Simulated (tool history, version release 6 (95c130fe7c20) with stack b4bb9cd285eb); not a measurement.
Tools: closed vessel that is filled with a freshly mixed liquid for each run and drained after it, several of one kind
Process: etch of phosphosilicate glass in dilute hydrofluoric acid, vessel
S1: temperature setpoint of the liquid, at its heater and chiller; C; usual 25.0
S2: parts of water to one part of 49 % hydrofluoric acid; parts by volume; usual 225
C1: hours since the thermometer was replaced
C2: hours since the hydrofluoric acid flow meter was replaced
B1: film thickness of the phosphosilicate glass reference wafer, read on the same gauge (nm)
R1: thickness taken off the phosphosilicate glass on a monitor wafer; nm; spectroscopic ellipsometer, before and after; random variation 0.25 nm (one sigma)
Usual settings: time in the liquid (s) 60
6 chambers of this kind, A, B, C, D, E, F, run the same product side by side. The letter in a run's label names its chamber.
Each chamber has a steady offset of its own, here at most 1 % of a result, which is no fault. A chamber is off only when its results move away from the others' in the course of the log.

run 1F day=0.467 | S1=25.0 S2=225 time_in_the_liquid_(s)=60 | C1=648.2 C2=58.6 | B1=129.99 | R1=48.571
run 2B day=0.875 | S1=25.0 S2=225 time_in_the_liquid_(s)=60 | C1=1427.1 C2=1478.3 | B1=129.98 | R1=48.203
run 3A day=1.138 | S1=25.0 S2=225 time_in_the_liquid_(s)=60 | C1=1655.9 C2=1514.5 | B1=129.98 | R1=47.956
run 4C day=1.554 | S1=25.0 S2=225 time_in_the_liquid_(s)=60 | C1=163.7 C2=273.0 | B1=130.01 | R1=47.317
run 5E day=1.858 | S1=25.0 S2=225 time_in_the_liquid_(s)=60 | C1=96.6 C2=1049.4 | B1=130.03 | R1=47.586
run 6D day=2.175 | S1=25.0 S2=225 time_in_the_liquid_(s)=60 | C1=521.4 C2=314.8 | B1=130.00 | R1=47.417
run 7E day=2.479 | S1=25.0 S2=225 time_in_the_liquid_(s)=60 | C1=111.5 C2=1064.3 | B1=130.01 | R1=47.993
run 8B day=2.883 | S1=25.0 S2=225 time_in_the_liquid_(s)=60 | C1=1475.3 C2=1526.5 | B1=130.00 | R1=48.420
run 9C day=3.196 | S1=29.5 S2=225 time_in_the_liquid_(s)=90 | C1=203.1 C2=312.4 | B1=129.97 | R1=83.447
run 10A day=3.458 | S1=29.5 S2=225 time_in_the_liquid_(s)=90 | C1=1711.6 C2=1570.2 | B1=129.99 | R1=84.573
-- day=3.596 chamber A: thermometer replaced
run 11F day=3.758 | S1=29.5 S2=225 time_in_the_liquid_(s)=90 | C1=727.2 C2=137.6 | B1=130.00 | R1=85.223
run 12D day=4.167 | S1=29.5 S2=225 time_in_the_liquid_(s)=90 | C1=569.2 C2=362.6 | B1=130.04 | R1=84.019
run 13B day=4.579 | S1=29.5 S2=225 time_in_the_liquid_(s)=90 | C1=1516.0 C2=1567.2 | B1=130.02 | R1=84.464
run 14D day=4.904 | S1=29.5 S2=225 time_in_the_liquid_(s)=90 | C1=586.9 C2=380.3 | B1=129.99 | R1=82.704
run 15C day=5.371 | S1=25.0 S2=225 time_in_the_liquid_(s)=75 | C1=255.3 C2=364.6 | B1=130.02 | R1=59.137
run 16A day=5.654 | S1=25.0 S2=225 time_in_the_liquid_(s)=75 | C1=49.5 C2=1622.9 | B1=130.01 | R1=60.233
run 17E day=5.917 | S1=25.0 S2=225 time_in_the_liquid_(s)=75 | C1=194.0 C2=1146.8 | B1=130.00 | R1=59.731
run 18F day=6.308 | S1=25.0 S2=225 time_in_the_liquid_(s)=75 | C1=788.4 C2=198.8 | B1=130.02 | R1=60.583
run 19F day=6.721 | S1=25.0 S2=225 time_in_the_liquid_(s)=75 | C1=798.3 C2=208.7 | B1=129.96 | R1=60.268
run 20D day=7.112 | S1=25.0 S2=225 time_in_the_liquid_(s)=75 | C1=639.9 C2=433.3 | B1=129.98 | R1=58.205
run 21B day=7.354 | S1=25.0 S2=225 time_in_the_liquid_(s)=60 | C1=1582.6 C2=1633.8 | B1=130.00 | R1=48.275
run 22C day=7.600 | S1=25.0 S2=225 time_in_the_liquid_(s)=60 | C1=308.8 C2=418.1 | B1=130.00 | R1=47.216
run 23A day=7.938 | S1=25.0 S2=225 time_in_the_liquid_(s)=60 | C1=104.3 C2=1677.7 | B1=130.00 | R1=48.099
run 24E day=8.221 | S1=25.0 S2=225 time_in_the_liquid_(s)=60 | C1=249.3 C2=1202.1 | B1=129.97 | R1=47.713
run 25C day=8.604 | S1=25.0 S2=225 time_in_the_liquid_(s)=60 | C1=332.9 C2=442.2 | B1=129.98 | R1=47.640
run 26D day=9.067 | S1=25.0 S2=225 time_in_the_liquid_(s)=60 | C1=686.8 C2=480.2 | B1=129.99 | R1=46.531
run 27A day=9.317 | S1=25.0 S2=225 time_in_the_liquid_(s)=60 | C1=137.4 C2=1710.8 | B1=130.02 | R1=47.980
-- day=9.371 chamber A: hydrofluoric acid flow meter replaced
run 28B day=9.667 | S1=25.0 S2=225 time_in_the_liquid_(s)=60 | C1=1638.1 C2=1689.3 | B1=130.04 | R1=48.146
run 29E day=10.046 | S1=25.0 S2=225 time_in_the_liquid_(s)=95 | C1=293.1 C2=1245.9 | B1=130.01 | R1=75.194
run 30F day=10.283 | S1=25.0 S2=225 time_in_the_liquid_(s)=95 | C1=883.8 C2=294.2 | B1=130.02 | R1=76.025
run 31E day=10.642 | S1=25.0 S2=225 time_in_the_liquid_(s)=95 | C1=307.4 C2=1260.2 | B1=130.00 | R1=75.448
run 32D day=10.925 | S1=25.0 S2=225 time_in_the_liquid_(s)=95 | C1=731.4 C2=524.8 | B1=129.99 | R1=72.451
run 33F day=11.388 | S1=25.0 S2=225 time_in_the_liquid_(s)=95 | C1=910.3 C2=320.7 | B1=130.02 | R1=76.414
run 34C day=11.771 | S1=25.0 S2=225 time_in_the_liquid_(s)=95 | C1=408.9 C2=518.2 | B1=130.01 | R1=75.391
run 35A day=12.200 | S1=25.0 S2=225 time_in_the_liquid_(s)=60 | C1=206.6 C2=67.9 | B1=129.98 | R1=48.345
run 36B day=12.462 | S1=25.0 S2=225 time_in_the_liquid_(s)=60 | C1=1705.2 C2=1756.4 | B1=129.98 | R1=47.847
run 37B day=12.838 | S1=25.0 S2=225 time_in_the_liquid_(s)=60 | C1=1714.2 C2=1765.4 | B1=130.01 | R1=48.246
run 38A day=13.254 | S1=25.0 S2=225 time_in_the_liquid_(s)=60 | C1=231.9 C2=93.2 | B1=130.01 | R1=48.077
run 39E day=13.571 | S1=25.0 S2=225 time_in_the_liquid_(s)=60 | C1=377.7 C2=1330.5 | B1=130.01 | R1=47.731
run 40D day=13.879 | S1=25.0 S2=225 time_in_the_liquid_(s)=60 | C1=802.3 C2=595.7 | B1=130.01 | R1=45.544
run 41C day=14.154 | S1=25.0 S2=225 time_in_the_liquid_(s)=60 | C1=466.1 C2=575.4 | B1=130.01 | R1=47.611
run 42F day=14.525 | S1=25.0 S2=225 time_in_the_liquid_(s)=60 | C1=985.6 C2=396.0 | B1=129.99 | R1=48.206
run 43A day=14.888 | S1=25.0 S2=225 time_in_the_liquid_(s)=60 | C1=271.1 C2=132.4 | B1=130.00 | R1=48.159
-- day=15.017 chamber C: hydrofluoric acid flow meter replaced
run 44C day=15.162 | S1=25.0 S2=225 time_in_the_liquid_(s)=60 | C1=490.3 C2=3.5 | B1=130.01 | R1=47.620

All 6 chambers run these settings next. Forecast each chamber's results:
run 45A day=15.508 | S1=25.0 S2=225 time_in_the_liquid_(s)=60 | R1=?
run 45B day=15.508 | S1=25.0 S2=225 time_in_the_liquid_(s)=60 | R1=?
run 45C day=15.508 | S1=25.0 S2=225 time_in_the_liquid_(s)=60 | R1=?
run 45D day=15.508 | S1=25.0 S2=225 time_in_the_liquid_(s)=60 | R1=?
run 45E day=15.508 | S1=25.0 S2=225 time_in_the_liquid_(s)=60 | R1=?
run 45F day=15.508 | S1=25.0 S2=225 time_in_the_liquid_(s)=60 | R1=?

run=45A R1=48.400
run=45B R1=48.150
run=45C R1=47.824
run=45D R1=44.947
run=45E R1=47.775
run=45F R1=48.164
